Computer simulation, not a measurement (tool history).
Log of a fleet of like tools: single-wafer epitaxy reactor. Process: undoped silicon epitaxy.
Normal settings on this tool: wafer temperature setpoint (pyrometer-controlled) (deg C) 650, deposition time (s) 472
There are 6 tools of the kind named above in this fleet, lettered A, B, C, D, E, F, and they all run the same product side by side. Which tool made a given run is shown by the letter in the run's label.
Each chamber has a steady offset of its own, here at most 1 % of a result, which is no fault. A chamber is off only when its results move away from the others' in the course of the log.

run	hour	wafer temperature setpoint (pyrometer-controlled) (deg C)	deposition time (s)	hours since the last pyrometer calibration	read-back reference wafer on the same gauge, thickness_nm	mean film thickness on the monitor wafer (Å)
1F	4.7	650	472	674.5	82.935	792.33
2B	10.0	650	472	778.2	82.937	792.32
3E	15.8	650	472	438.1	82.974	793.74
4C	20.9	650	472	395.8	82.955	795.53
5A	25.3	650	472	1221.1	83.016	792.36
6D	28.7	650	472	773.4	82.943	785.23
7C	32.4	650	472	407.3	83.068	788.93
8E	36.2	665	472	458.5	83.071	1092.60
9A	41.6	665	472	1237.4	82.920	1085.60
10B	46.4	665	472	814.6	83.049	1085.00
11F	49.8	665	472	719.6	82.964	1109.40
12D	55.1	665	472	799.8	82.988	1081.80
13A	59.7	665	472	1255.5	83.044	1083.40
14C	63.7	650	472	438.6	83.071	788.07
15D	66.9	650	472	811.6	82.986	787.43
16F	70.1	650	472	739.9	83.034	803.03
17B	74.0	650	472	842.2	82.960	793.36
18E	79.6	650	472	501.9	82.962	789.88
19F	82.9	650	472	752.7	83.012	795.21
20E	85.8	650	472	508.1	83.054	793.38
21D	89.8	650	472	834.5	82.973	787.89
22A	95.1	650	472	1290.9	83.066	791.73
23C	99.2	650	472	474.1	82.900	785.35
24B	103.4	650	472	871.6	82.964	794.47
25F	106.2	650	472	776.0	83.077	784.19
26E	109.9	650	472	532.2	82.979	793.27
27D	114.2	650	472	858.9	83.083	791.29
28A	117.1	650	472	1312.9	82.977	791.93
29C	120.5	650	472	495.4	82.957	792.74
30B	124.6	650	472	892.8	83.004	791.09
31F	127.2	650	472	797.0	82.973	777.48
32D	131.6	650	472	876.3	82.986	790.14
33C	134.9	650	472	509.8	83.043	794.88
34A	139.2	650	472	1335.0	83.084	793.77
35E	144.1	650	472	566.4	83.067	804.36
36B	146.8	650	472	915.0	82.975	792.05
37B	152.0	650	472	920.2	82.981	797.58
38F	154.6	650	472	824.4	82.952	772.84

Decide between three cases: one chamber stands off from its peers, the gauge reading all wafers drifts, or nothing is wrong past each chamber's small offset. Where a chamber is off, say which and what most likely put it there.

Little by little, chamber F moves away from the other chambers.
What lies behind it: wafer temperature below the value expected at the setpoint (K) = 1.57.

Chamber F could run next with any of the 4 candidate recipes listed below; each alters the usual settings, and their results appear as question marks. Which one brings its results back in line with what the other chambers deliver on the usual settings?
Allowed miss from the other chambers' usual-settings mean, per result, to count as in line: mean film thickness on the monitor wafer (Å) 12.00
39F-1	158.8	651	475			?
39F-2	158.8	652	479			?
39F-3	158.8	649	472			?
39F-4	158.8	648	465			?

On the usual settings, the other chambers give on average: mean film thickness on the monitor wafer (Å) 791.56
run	mean film thickness on the monitor wafer (Å)
39F-1	791.36
39F-2	815.87
39F-3	752.22
39F-4	724.75
With 39F-1, the chamber falls back in line with the rest.
